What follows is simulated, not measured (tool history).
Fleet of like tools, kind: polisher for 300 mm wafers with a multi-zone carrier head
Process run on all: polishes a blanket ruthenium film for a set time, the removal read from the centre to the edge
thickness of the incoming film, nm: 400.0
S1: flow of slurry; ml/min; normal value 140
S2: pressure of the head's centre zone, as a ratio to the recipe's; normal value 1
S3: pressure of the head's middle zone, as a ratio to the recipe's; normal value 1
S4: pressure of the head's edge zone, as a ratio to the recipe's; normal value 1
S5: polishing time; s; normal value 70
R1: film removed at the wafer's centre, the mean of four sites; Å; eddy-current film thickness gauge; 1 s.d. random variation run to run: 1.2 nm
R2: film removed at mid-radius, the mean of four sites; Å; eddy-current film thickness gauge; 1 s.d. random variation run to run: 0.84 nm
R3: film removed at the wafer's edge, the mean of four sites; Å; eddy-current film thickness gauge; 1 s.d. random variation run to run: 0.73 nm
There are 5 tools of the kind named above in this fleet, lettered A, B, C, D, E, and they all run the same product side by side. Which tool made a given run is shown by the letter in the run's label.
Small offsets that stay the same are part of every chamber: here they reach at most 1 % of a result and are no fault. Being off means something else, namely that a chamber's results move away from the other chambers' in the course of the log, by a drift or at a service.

| run | hour | S1 | S2 | S3 | S4 | S5 | R1 | R2 | R3 |
|---|---|---|---|---|---|---|---|---|---|
|  | 4.3 | chamber C: slurry nozzle cleaned |
| 1D | 6.3 | 140 | 1 | 1 | 1 | 70 | 1020 | 1025 | 1033.9 |
| 2B | 14.1 | 140 | 1 | 1 | 1 | 70 | 1032 | 1039.2 | 1024.3 |
| 3A | 19.6 | 140 | 1 | 1 | 1 | 70 | 1026.1 | 1017.3 | 1039.2 |
| 4E | 26 | 140 | 1 | 1 | 1 | 70 | 1007.8 | 1035 | 1024.3 |
|  | 28 | chamber A: worn pad replaced by a new one |
| 5C | 35.6 | 140 | 1 | 1 | 1 | 70 | 1009.1 | 1015.1 | 1026.8 |
| 6D | 43.3 | 140 | 1 | 1 | 1 | 70 | 1005.7 | 1025.9 | 1038.1 |
|  | 47.8 | chamber B: worn pad replaced by a new one |
| 7B | 54.1 | 140 | 1 | 1 | 1 | 70 | 1021.7 | 997.54 | 1019 |
|  | 55.7 | chamber E: slurry nozzle cleaned |
|  | 57.2 | chamber C: worn pad replaced by a new one |
|  | 57.2 | chamber D: worn pad replaced by a new one |
| 8C | 64.2 | 140 | 1 | 1 | 1 | 70 | 1020.9 | 1012.4 | 1027.4 |
| 9E | 74.3 | 140 | 1 | 1 | 1 | 70 | 1006.4 | 1037.1 | 1028.9 |
|  | 80.2 | chamber E: worn pad replaced by a new one |
| 10A | 84.9 | 140 | 1 | 1 | 1 | 70 | 1019.2 | 1020.8 | 1032.9 |
|  | 90.5 | chamber A: worn pad replaced by a new one |
| 11B | 93.7 | 140 | 1 | 1 | 1 | 70 | 1028.2 | 1022.9 | 1019.6 |
| 12D | 102.9 | 140 | 1 | 0.96 | 1 | 70 | 1040.7 | 991.91 | 1033.7 |
| 13A | 110.2 | 140 | 1 | 0.96 | 1 | 70 | 1022.3 | 981.86 | 1033.8 |
|  | 118.4 | chamber E: centre zone pressure recalibrated |
| 14C | 118.6 | 140 | 1 | 0.96 | 1 | 70 | 1008.4 | 987.23 | 1008.1 |
|  | 120.7 | chamber B: worn pad replaced by a new one |
|  | 126.8 | chamber D: slurry nozzle cleaned |
|  | 128.8 | chamber D: worn pad replaced by a new one |
| 15E | 129.1 | 140 | 1 | 0.96 | 1 | 70 | 1022.9 | 990.15 | 1031.4 |
| 16D | 136.6 | 140 | 1 | 0.96 | 1 | 70 | 996.11 | 997.69 | 1026.4 |
| 17E | 141.6 | 140 | 1 | 1 | 1 | 70 | 1024.5 | 1024.2 | 1045.4 |
| 18A | 151.3 | 140 | 1 | 1 | 1 | 70 | 1043.6 | 1018.3 | 1031.8 |
|  | 154.6 | chamber B: slurry nozzle cleaned |
|  | 156.4 | chamber C: worn pad replaced by a new one |
|  | 157.9 | chamber A: worn pad replaced by a new one |
| 19B | 158.8 | 140 | 1 | 1 | 1 | 70 | 1043.8 | 1013.6 | 1032.4 |
|  | 164 | chamber E: worn pad replaced by a new one |
| 20C | 165.4 | 140 | 1 | 1 | 1 | 70 | 1012.4 | 1035.2 | 1024.6 |
| 21E | 175.3 | 140 | 1 | 1 | 1 | 70 | 1018.2 | 1042 | 1043.3 |
|  | 181.7 | chamber B: worn pad replaced by a new one |
| 22A | 181.7 | 140 | 1 | 1 | 1 | 70 | 1009.6 | 1008.4 | 1036.2 |
|  | 187.2 | chamber A: centre zone pressure recalibrated |
| 23C | 188 | 140 | 1 | 1 | 1 | 80 | 1154.5 | 1169.8 | 1161.2 |
|  | 191.1 | chamber D: worn pad replaced by a new one |
|  | 193 | chamber C: centre zone pressure recalibrated |
| 24B | 195.5 | 140 | 1 | 1 | 1 | 80 | 1178.2 | 1159.9 | 1164.7 |
| 25D | 204 | 140 | 1 | 1 | 1 | 80 | 1173.7 | 1188.8 | 1175.9 |
|  | 210.4 | chamber A: slurry nozzle cleaned |
| 26B | 213.3 | 140 | 1 | 1 | 1 | 80 | 1147.2 | 1146.2 | 1156.6 |
| 27C | 220.1 | 140 | 1 | 1 | 1 | 80 | 1154.5 | 1167.2 | 1159.3 |
| 28A | 225.5 | 140 | 1 | 1 | 1 | 70 | 897.41 | 1026.7 | 1031.2 |
|  | 228 | chamber A: worn pad replaced by a new one |
| 29D | 232.1 | 140 | 1 | 1 | 1 | 70 | 1018.9 | 1025.2 | 1037.3 |
|  | 232.9 | chamber C: slurry nozzle cleaned |
| 30E | 239.1 | 140 | 1 | 1 | 1 | 70 | 1028.8 | 1030.8 | 1037.4 |
|  | 239.7 | chamber E: worn pad replaced by a new one |
|  | 243.9 | chamber C: worn pad replaced by a new one |
| 31E | 246.2 | 140 | 1 | 1 | 1 | 70 | 1033.7 | 1038.6 | 1036.4 |
| 32D | 251.9 | 140 | 1 | 1 | 1 | 70 | 1030.3 | 1013.1 | 1029.7 |
|  | 253.7 | chamber B: worn pad replaced by a new one |
|  | 255.5 | chamber C: edge zone pressure recalibrated |
|  | 260.2 | chamber D: worn pad replaced by a new one |
| 33B | 262.6 | 140 | 1 | 1 | 1 | 70 | 1026.9 | 1030.2 | 1019.9 |
| 34C | 268.6 | 140 | 1 | 1 | 1 | 70 | 1008.9 | 1039.6 | 1018.6 |
| 35A | 278.5 | 140 | 1 | 1 | 1 | 70 | 877.84 | 1016.3 | 1032.3 |
| 36B | 288.5 | 140 | 1 | 1 | 1 | 70 | 1023.5 | 1011.5 | 1015.9 |
|  | 295.5 | chamber A: worn pad replaced by a new one |
| 37E | 298.3 | 140 | 1 | 1 | 1 | 70 | 1024 | 1022.1 | 1038.6 |
| 38D | 305.5 | 140 | 1 | 1 | 1 | 70 | 1018.5 | 1008.8 | 1022 |
| 39A | 310.7 | 140 | 1 | 1 | 1 | 70 | 892.06 | 1013.3 | 1024.8 |
| 40C | 316.4 | 140 | 1 | 1 | 1 | 70 | 1013.9 | 1008.6 | 1014.2 |
|  | 319.5 | chamber B: worn pad replaced by a new one |
| 41E | 326 | 140 | 1 | 1 | 1 | 70 | 1038.4 | 1029.3 | 1017.1 |
|  | 327.9 | chamber C: worn pad replaced by a new one |
| 42A | 336 | 140 | 1 | 1 | 1 | 70 | 917.13 | 1008.8 | 1037 |
|  | 339.4 | chamber B: centre zone pressure recalibrated |
| 43B | 340.9 | 140 | 1 | 1 | 1 | 70 | 1014.9 | 1002.6 | 1012 |
| 44C | 346.1 | 140 | 1 | 1 | 1 | 70 | 1013 | 1025.5 | 1020.1 |

Does one chamber stand apart from the rest, does the shared gauge drift, or is all well apart from small per-chamber offsets? Give the chamber and the most likely cause, where there is one.

After it was serviced, chamber A no longer matches the other chambers.
Likeliest cause: centre zone's pressure below its setpoint, % = 11.7.

Which of the 4 candidates below, each the usual settings with something changed and its results left as question marks, puts chamber A back in line with what the other chambers give on the usual settings?
Maximum distance from the other chambers' mean on the usual settings for a result to count as in line: R1 41 Å; R2 29 Å; R3 26 Å
| 45A-1 | 353.8 | 125 | 0.83 | 1.02 | 1.07 | 70 | ? | ? | ? |
| 45A-2 | 353.8 | 130 | 0.9 | 1.01 | 1.04 | 70 | ? | ? | ? |
| 45A-3 | 353.8 | 165 | 1.17 | 0.96 | 0.9 | 71 | ? | ? | ? |
| 45A-4 | 353.8 | 150 | 1.1 | 0.99 | 0.96 | 70 | ? | ? | ? |

Usual-settings mean across the other chambers: R1 1020.8 Å; R2 1023.6 Å; R3 1025.3 Å
| run | R1 | R2 | R3 |
|---|---|---|---|
| 45A-1 | 706.1 | 1015.7 | 1062.1 |
| 45A-2 | 780.42 | 1015.1 | 1052.7 |
| 45A-3 | 1111.3 | 1028.5 | 1025.8 |
| 45A-4 | 1005.3 | 1025.1 | 1031.2 |
The answer is 45A-4, which returns the chamber to within the allowed miss of the others.

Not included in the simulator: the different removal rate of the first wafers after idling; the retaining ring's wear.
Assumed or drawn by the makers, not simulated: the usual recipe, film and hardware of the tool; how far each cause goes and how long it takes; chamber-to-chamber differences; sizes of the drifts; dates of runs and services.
